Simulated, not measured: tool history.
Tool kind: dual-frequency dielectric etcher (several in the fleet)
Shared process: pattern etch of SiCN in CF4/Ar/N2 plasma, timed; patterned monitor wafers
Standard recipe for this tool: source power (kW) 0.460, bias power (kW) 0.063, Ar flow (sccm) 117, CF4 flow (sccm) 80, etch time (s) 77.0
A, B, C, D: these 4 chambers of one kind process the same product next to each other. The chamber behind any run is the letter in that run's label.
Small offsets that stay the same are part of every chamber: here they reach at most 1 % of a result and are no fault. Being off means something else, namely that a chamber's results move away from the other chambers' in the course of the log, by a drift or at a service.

run   hour  source power (kW)  bias power (kW)  Ar flow (sccm)  CF4 flow (sccm)  etch time (s)  hours since the last wet clean  hours since the last source power generator calibration  hours since the last bias power generator calibration  hours since the last Ar flow controller change  hours since the last CF4 flow controller change  read-back reference wafer on the same gauge, depth_nm  mean etch depth across the wafer (Å)
      13.0  -- chamber C: bias power generator calibrated
 1B   13.1              0.460            0.063             117               80           77.0                           591.0                                                   3108.9                                                 2852.3                                          1398.1                                            790.5                                                 57.509                                645.18
 2A   22.4              0.460            0.063             117               80           77.0                           403.5                                                    640.9                                                 2829.7                                          4482.2                                            903.6                                                 57.498                                652.16
 3C   29.8              0.460            0.063             117               80           77.0                           197.9                                                   3606.4                                                   16.9                                          1078.2                                           3522.4                                                 57.537                                637.53
 4D   39.0              0.460            0.063             117               80           77.0                           238.5                                                   2127.5                                                 1419.7                                           274.5                                            310.5                                                 57.529                                633.31
 5A   54.9              0.460            0.063             117               80           77.0                           436.0                                                    673.4                                                 2862.2                                          4514.7                                            936.1                                                 57.393                                652.57
      60.9  -- chamber A: wet clean of the chamber
 6B   68.3              0.460            0.063             117               93           77.0                           646.2                                                   3164.1                                                 2907.5                                          1453.3                                            845.7                                                 57.540                                657.12
 7D   81.6              0.460            0.063             117               93           77.0                           281.1                                                   2170.1                                                 1462.3                                           317.1                                            353.1                                                 57.367                                655.11
      81.7  -- chamber B: wet clean of the chamber
 8C   95.9              0.460            0.063             117               93           77.0                           264.0                                                   3672.5                                                   83.0                                          1144.3                                           3588.5                                                 57.499                                653.52
 9A  107.4              0.460            0.063             117               93           77.0                            46.6                                                    725.9                                                 2914.7                                          4567.2                                            988.6                                                 57.498                                670.60
10B  114.7              0.460            0.063             117               80           77.0                            33.1                                                   3210.5                                                 2953.9                                          1499.7                                            892.1                                                 57.501                                646.83
11D  129.3              0.460            0.063             117               66           61.5                           328.8                                                   2217.8                                                 1510.0                                           364.8                                            400.8                                                 57.522                                497.39
12C  145.2              0.460            0.063             117               66           61.5                           313.3                                                   3721.8                                                  132.3                                          1193.6                                           3637.8                                                 57.534                                494.08
13B  156.0              0.460            0.063             117               66           61.5                            74.4                                                   3251.8                                                 2995.2                                          1541.0                                            933.4                                                 57.496                                501.70
14A  163.5              0.460            0.063             117               66           61.5                           102.7                                                    782.0                                                 2970.8                                          4623.3                                           1044.7                                                 57.393                                500.11
15D  171.8              0.460            0.063             117               80           77.0                           371.3                                                   2260.3                                                 1552.5                                           407.3                                            443.3                                                 57.422                                643.19
16C  184.4              0.460            0.063             117               80           77.0                           352.5                                                   3761.0                                                  171.5                                          1232.8                                           3677.0                                                 57.577                                645.67
17C  194.5              0.460            0.063             117               80           77.0                           362.6                                                   3771.1                                                  181.6                                          1242.9                                           3687.1                                                 57.413                                652.74
18D  203.7              0.460            0.063             117               80           77.0                           403.2                                                   2292.2                                                 1584.4                                           439.2                                            475.2                                                 57.609                                641.13
19B  219.3              0.510            0.056             117               80           77.0                           137.7                                                   3315.1                                                 3058.5                                          1604.3                                            996.7                                                 57.450                                680.46
20A  226.8              0.510            0.056             117               80           77.0                           166.0                                                    845.3                                                 3034.1                                          4686.6                                           1108.0                                                 57.517                                687.52
21A  237.2              0.510            0.056             117               80           77.0                           176.4                                                    855.7                                                 3044.5                                          4697.0                                           1118.4                                                 57.534                                689.68
22C  253.2              0.510            0.056             117               80           77.0                           421.3                                                   3829.8                                                  240.3                                          1301.6                                           3745.8                                                 57.481                                686.66
23B  266.8              0.460            0.063             117               80           77.0                           185.2                                                   3362.6                                                 3106.0                                          1651.8                                           1044.2                                                 57.553                                645.59
24D  274.2              0.460            0.063             117               80           77.0                           473.7                                                   2362.7                                                 1654.9                                           509.7                                            545.7                                                 57.419                                641.48
25D  281.4              0.460            0.063             117               80           77.0                           480.9                                                   2369.9                                                 1662.1                                           516.9                                            552.9                                                 57.589                                645.83
26A  291.1              0.570            0.063             117               64           77.0                           230.3                                                    909.6                                                 3098.4                                          4750.9                                           1172.3                                                 57.380                                762.09
27B  299.8              0.570            0.063             117               64           77.0                           218.2                                                   3395.6                                                 3139.0                                          1684.8                                           1077.2                                                 57.457                                757.34
     300.0  -- chamber D: wet clean of the chamber
28C  308.0              0.570            0.063             117               64           77.0                           476.1                                                   3884.6                                                  295.1                                          1356.4                                           3800.6                                                 57.483                                761.60
29B  318.0              0.570            0.063             117               64           77.0                           236.4                                                   3413.8                                                 3157.2                                          1703.0                                           1095.4                                                 57.552                                750.90
30C  325.5              0.460            0.063             117               80           77.0                           493.6                                                   3902.1                                                  312.6                                          1373.9                                           3818.1                                                 57.471                                659.17
31D  338.9              0.460            0.063             117               80           77.0                            39.0                                                   2427.4                                                 1719.6                                           574.4                                            610.4                                                 57.471                                632.67
32A  355.0              0.460            0.063             117               80           77.0                           294.2                                                    973.5                                                 3162.3                                          4814.8                                           1236.2                                                 57.562                                640.92
     366.9  -- chamber C: source power generator calibrated
33C  369.0              0.460            0.063             117               80           77.0                           537.1                                                      2.1                                                  356.1                                          1417.4                                           3861.6                                                 57.534                                663.01
34B  385.1              0.460            0.054             117               80           98.0                           303.5                                                   3480.9                                                 3224.3                                          1770.1                                           1162.5                                                 57.491                                784.65

For the next run the whole fleet of 4 chambers uses the same settings. Give each chamber's results:
35A  396.8              0.460            0.063             117               80           77.0                                                                                                                                                                                                                                                                                                                                             ?
35B  396.8              0.460            0.063             117               80           77.0                                                                                                                                                                                                                                                                                                                                             ?
35C  396.8              0.460            0.063             117               80           77.0                                                                                                                                                                                                                                                                                                                                             ?
35D  396.8              0.460            0.063             117               80           77.0                                                                                                                                                                                                                                                                                                                                             ?

run  mean etch depth across the wafer (Å)
35A                                651.57
35B                                640.35
35C                                666.90
35D                                643.50
